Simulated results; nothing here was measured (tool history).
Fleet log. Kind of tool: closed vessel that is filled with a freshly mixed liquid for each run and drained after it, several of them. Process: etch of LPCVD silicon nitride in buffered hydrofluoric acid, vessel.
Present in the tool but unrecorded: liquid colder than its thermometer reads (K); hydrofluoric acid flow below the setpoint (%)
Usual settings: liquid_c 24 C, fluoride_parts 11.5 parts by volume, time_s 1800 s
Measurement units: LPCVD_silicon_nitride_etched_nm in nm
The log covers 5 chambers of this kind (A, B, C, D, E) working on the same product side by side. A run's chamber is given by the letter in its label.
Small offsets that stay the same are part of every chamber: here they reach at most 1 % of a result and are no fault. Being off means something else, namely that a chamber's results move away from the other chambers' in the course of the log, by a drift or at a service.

run	hour	liquid_c	fluoride_parts	time_s	hours since the thermometer was replaced	hours since the hydrofluoric acid flow meter was replaced	read-back film thickness of the LPCVD silicon nitride reference wafer, read on the same gauge (nm)	LPCVD_silicon_nitride_etched_nm
1A	5.0	24	11.5	1800	1850.1	2033.8	120.02	20.838
2C	8.2	24	11.5	1800	370.3	1263.7	120.01	20.755
3E	14.5	24	11.5	1800	625.8	1730.6	120.03	20.584
4B	19.6	24	11.5	1800	1433.2	238.6	120.00	20.553
5D	24.7	24	11.5	1800	2182.7	1356.0	119.99	20.744
6D	28.8	26	11.5	1800	2186.8	1360.1	120.01	22.975
7E	32.3	26	11.5	1800	643.6	1748.4	119.99	22.865
8A	38.3	26	11.5	1800	1883.4	2067.1	119.99	23.376
# hour 38.5: chamber D: thermometer replaced
9C	43.4	26	11.5	1800	405.5	1298.9	120.00	23.110
10B	50.1	26	11.5	1800	1463.7	269.1	120.01	22.730
11E	55.8	24	11.5	1800	667.1	1771.9	119.98	20.518
12D	61.8	24	11.5	1800	23.3	1393.1	120.03	20.813
13A	66.8	24	11.5	1800	1911.9	2095.6	119.99	20.753
14B	72.0	24	11.5	1800	1485.6	291.0	119.99	20.716
15C	78.6	24	11.5	1800	440.7	1334.1	120.01	20.909
16A	83.3	24	11.5	1800	1928.4	2112.1	120.00	20.721
17E	86.7	24	11.5	1225	698.0	1802.8	119.97	14.097
18D	91.6	24	11.5	1225	53.1	1422.9	119.97	14.021
19C	96.6	24	11.5	1225	458.7	1352.1	120.01	14.062
20B	103.1	24	11.5	1225	1516.7	322.1	120.02	13.815
21C	107.7	24	11.5	1225	469.8	1363.2	120.04	14.272
22B	113.2	24	11.5	1800	1526.8	332.2	120.03	19.865
23A	119.6	24	11.5	1800	1964.7	2148.4	120.02	20.601
24E	126.3	24	11.5	1800	737.6	1842.4	119.99	20.995
25D	132.3	24	13.5	1105	93.8	1463.6	119.99	10.801
26C	138.7	24	13.5	1105	500.8	1394.2	119.99	10.861
27B	144.3	24	13.5	1105	1557.9	363.3	119.99	10.459
28D	149.3	24	13.5	1105	110.8	1480.6	120.00	10.922
29E	153.8	24	13.5	1105	765.1	1869.9	120.00	10.957
30A	156.9	24	11.5	1800	2002.0	2185.7	120.05	20.728

Is one chamber out of step, is the gauge drifting, or do the chambers differ by no more than their own small offsets? For an off chamber, give its letter and the likeliest cause.

Little by little, chamber B moves away from the other chambers.
What lies behind it: liquid colder than its thermometer reads (K) = 0.869.
From this log alone, it may not be told apart from: hydrofluoric acid flow below the setpoint (%).

Chamber B could run next with any of the 4 candidate recipes listed below; each alters the usual settings, and their results appear as question marks. Which one brings its results back in line with what the other chambers deliver on the usual settings?
Allowed miss from the other chambers' usual-settings mean, per result, to count as in line: LPCVD_silicon_nitride_etched_nm 0.540 nm
31B-1	162.1	24	11.0	1915				?
31B-2	162.1	24	12.0	1685				?
31B-3	162.1	24	11.5	1720				?
31B-4	162.1	24	11.5	1895				?

The mean the other chambers reach with the usual settings: LPCVD_silicon_nitride_etched_nm 20.730 nm
run	LPCVD_silicon_nitride_etched_nm
31B-1	21.910
31B-2	17.700
31B-3	18.839
31B-4	20.756
The answer is 31B-4, which returns the chamber to within the allowed miss of the others.
